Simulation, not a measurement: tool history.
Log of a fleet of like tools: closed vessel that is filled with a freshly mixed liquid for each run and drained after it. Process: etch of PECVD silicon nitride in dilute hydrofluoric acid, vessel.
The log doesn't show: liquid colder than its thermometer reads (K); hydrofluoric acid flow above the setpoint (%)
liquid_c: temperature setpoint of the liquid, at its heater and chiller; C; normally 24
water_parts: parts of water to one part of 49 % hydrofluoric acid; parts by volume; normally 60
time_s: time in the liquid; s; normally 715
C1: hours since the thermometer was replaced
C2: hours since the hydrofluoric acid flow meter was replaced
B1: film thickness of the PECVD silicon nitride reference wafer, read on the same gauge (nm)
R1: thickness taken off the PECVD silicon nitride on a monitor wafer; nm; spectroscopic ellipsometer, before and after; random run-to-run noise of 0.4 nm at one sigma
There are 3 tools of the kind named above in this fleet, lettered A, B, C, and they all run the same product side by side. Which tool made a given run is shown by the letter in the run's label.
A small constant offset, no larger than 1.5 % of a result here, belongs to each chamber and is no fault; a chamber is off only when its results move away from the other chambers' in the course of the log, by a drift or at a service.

run 1C hour=6.4 | liquid_c=24 water_parts=60 time_s=715 | C1=2017.3 C2=12.4 | B1=89.974 | R1=57.798
run 2B hour=10.9 | liquid_c=24 water_parts=60 time_s=715 | C1=1616.5 C2=150.2 | B1=90.021 | R1=56.248
run 3A hour=17.4 | liquid_c=24 water_parts=60 time_s=715 | C1=137.6 C2=54.3 | B1=90.003 | R1=57.458
run 4C hour=22.6 | liquid_c=24 water_parts=60 time_s=715 | C1=2033.5 C2=28.6 | B1=89.983 | R1=57.64
run 5A hour=29.5 | liquid_c=24 water_parts=45 time_s=345 | C1=149.7 C2=66.4 | B1=89.986 | R1=36.219
run 6B hour=38.3 | liquid_c=24 water_parts=45 time_s=345 | C1=1643.9 C2=177.6 | B1=90.002 | R1=36.359
run 7B hour=45.8 | liquid_c=24 water_parts=45 time_s=345 | C1=1651.4 C2=185.1 | B1=90.041 | R1=36.673
run 8C hour=50.9 | liquid_c=24 water_parts=60 time_s=1070 | C1=2061.8 C2=56.9 | B1=90.008 | R1=86.294
run 9A hour=57.1 | liquid_c=24 water_parts=60 time_s=1070 | C1=177.3 C2=94 | B1=90.004 | R1=85.375
run 10B hour=64.2 | liquid_c=24 water_parts=60 time_s=1070 | C1=1669.8 C2=203.5 | B1=89.991 | R1=85.222
run 11C hour=70.6 | liquid_c=24 water_parts=60 time_s=715 | C1=2081.5 C2=76.6 | B1=90.007 | R1=57.935
run 12A hour=79.4 | liquid_c=24 water_parts=60 time_s=715 | C1=199.6 C2=116.3 | B1=89.994 | R1=57.798
run 13A hour=87.8 | liquid_c=24 water_parts=60 time_s=715 | C1=208 C2=124.7 | B1=90.022 | R1=57.147
run 14C hour=96.4 | liquid_c=24 water_parts=60 time_s=715 | C1=2107.3 C2=102.4 | B1=89.967 | R1=57.325
run 15B hour=104.6 | liquid_c=28.5 water_parts=70 time_s=715 | C1=1710.2 C2=243.9 | B1=90 | R1=66.161
run 16B hour=108.8 | liquid_c=28.5 water_parts=70 time_s=715 | C1=1714.4 C2=248.1 | B1=90.005 | R1=66.22
run 17C hour=114 | liquid_c=28.5 water_parts=70 time_s=715 | C1=2124.9 C2=120 | B1=89.985 | R1=66.782
run 18A hour=120.5 | liquid_c=24 water_parts=60 time_s=715 | C1=240.7 C2=157.4 | B1=89.979 | R1=57.062
run 19B hour=127.5 | liquid_c=24 water_parts=60 time_s=715 | C1=1733.1 C2=266.8 | B1=90.011 | R1=58.157
run 20C hour=132.5 | liquid_c=24 water_parts=60 time_s=715 | C1=2143.4 C2=138.5 | B1=90.002 | R1=58.115
run 21A hour=141.4 | liquid_c=21 water_parts=60 time_s=1080 | C1=261.6 C2=178.3 | B1=89.999 | R1=70.464
run 22C hour=150 | liquid_c=21 water_parts=60 time_s=1080 | C1=2160.9 C2=156 | B1=89.991 | R1=71.541
run 23B hour=154.8 | liquid_c=21 water_parts=60 time_s=1080 | C1=1760.4 C2=294.1 | B1=90.026 | R1=72.682
run 24A hour=163.1 | liquid_c=24 water_parts=50 time_s=970 | C1=283.3 C2=200 | B1=89.982 | R1=92.667
run 25C hour=167.2 | liquid_c=24 water_parts=50 time_s=970 | C1=2178.1 C2=173.2 | B1=89.991 | R1=93.998
run 26A hour=174.7 | liquid_c=24 water_parts=50 time_s=970 | C1=294.9 C2=211.6 | B1=89.982 | R1=91.857
run 27B hour=178.9 | liquid_c=24 water_parts=60 time_s=715 | C1=1784.5 C2=318.2 | B1=89.977 | R1=60.262
run 28B hour=183.3 | liquid_c=24 water_parts=60 time_s=715 | C1=1788.9 C2=322.6 | B1=90.012 | R1=59.922
run 29C hour=189.3 | liquid_c=24 water_parts=60 time_s=715 | C1=2200.2 C2=195.3 | B1=90.031 | R1=57.794
run 30A hour=193.3 | liquid_c=24 water_parts=60 time_s=715 | C1=313.5 C2=230.2 | B1=90.002 | R1=56.911
run 31B hour=199.2 | liquid_c=27.5 water_parts=60 time_s=895 | C1=1804.8 C2=338.5 | B1=90.03 | R1=94.415
run 32C hour=206.9 | liquid_c=27.5 water_parts=60 time_s=895 | C1=2217.8 C2=212.9 | B1=89.997 | R1=90.972
run 33A hour=214.7 | liquid_c=27.5 water_parts=60 time_s=895 | C1=334.9 C2=251.6 | B1=90.005 | R1=90.891
run 34C hour=222.1 | liquid_c=26 water_parts=70 time_s=715 | C1=2233 C2=228.1 | B1=89.982 | R1=56.438
run 35B hour=228.3 | liquid_c=26 water_parts=70 time_s=715 | C1=1833.9 C2=367.6 | B1=89.981 | R1=59.346
run 36A hour=233.6 | liquid_c=26 water_parts=70 time_s=715 | C1=353.8 C2=270.5 | B1=90.02 | R1=55.921
run 37A hour=240.3 | liquid_c=24 water_parts=60 time_s=715 | C1=360.5 C2=277.2 | B1=90.009 | R1=57.508
run 38C hour=247.1 | liquid_c=21 water_parts=60 time_s=495 | C1=2258 C2=253.1 | B1=90.009 | R1=32.709
run 39B hour=252.6 | liquid_c=21 water_parts=60 time_s=495 | C1=1858.2 C2=391.9 | B1=89.97 | R1=34.416
run 40C hour=256.5 | liquid_c=21 water_parts=60 time_s=495 | C1=2267.4 C2=262.5 | B1=90.008 | R1=32.561
run 41A hour=261.6 | liquid_c=24 water_parts=60 time_s=715 | C1=381.8 C2=298.5 | B1=90.008 | R1=57.617
run 42B hour=265.7 | liquid_c=22.5 water_parts=60 time_s=715 | C1=1871.3 C2=405 | B1=90.005 | R1=55.222

Each of the 3 chambers runs these same settings next. Fill in every chamber's results:
run 43A hour=272 | liquid_c=24 water_parts=60 time_s=715 | R1=?
run 43B hour=272 | liquid_c=24 water_parts=60 time_s=715 | R1=?
run 43C hour=272 | liquid_c=24 water_parts=60 time_s=715 | R1=?

run=43A R1=56.493
run=43B R1=61.006
run=43C R1=57.472

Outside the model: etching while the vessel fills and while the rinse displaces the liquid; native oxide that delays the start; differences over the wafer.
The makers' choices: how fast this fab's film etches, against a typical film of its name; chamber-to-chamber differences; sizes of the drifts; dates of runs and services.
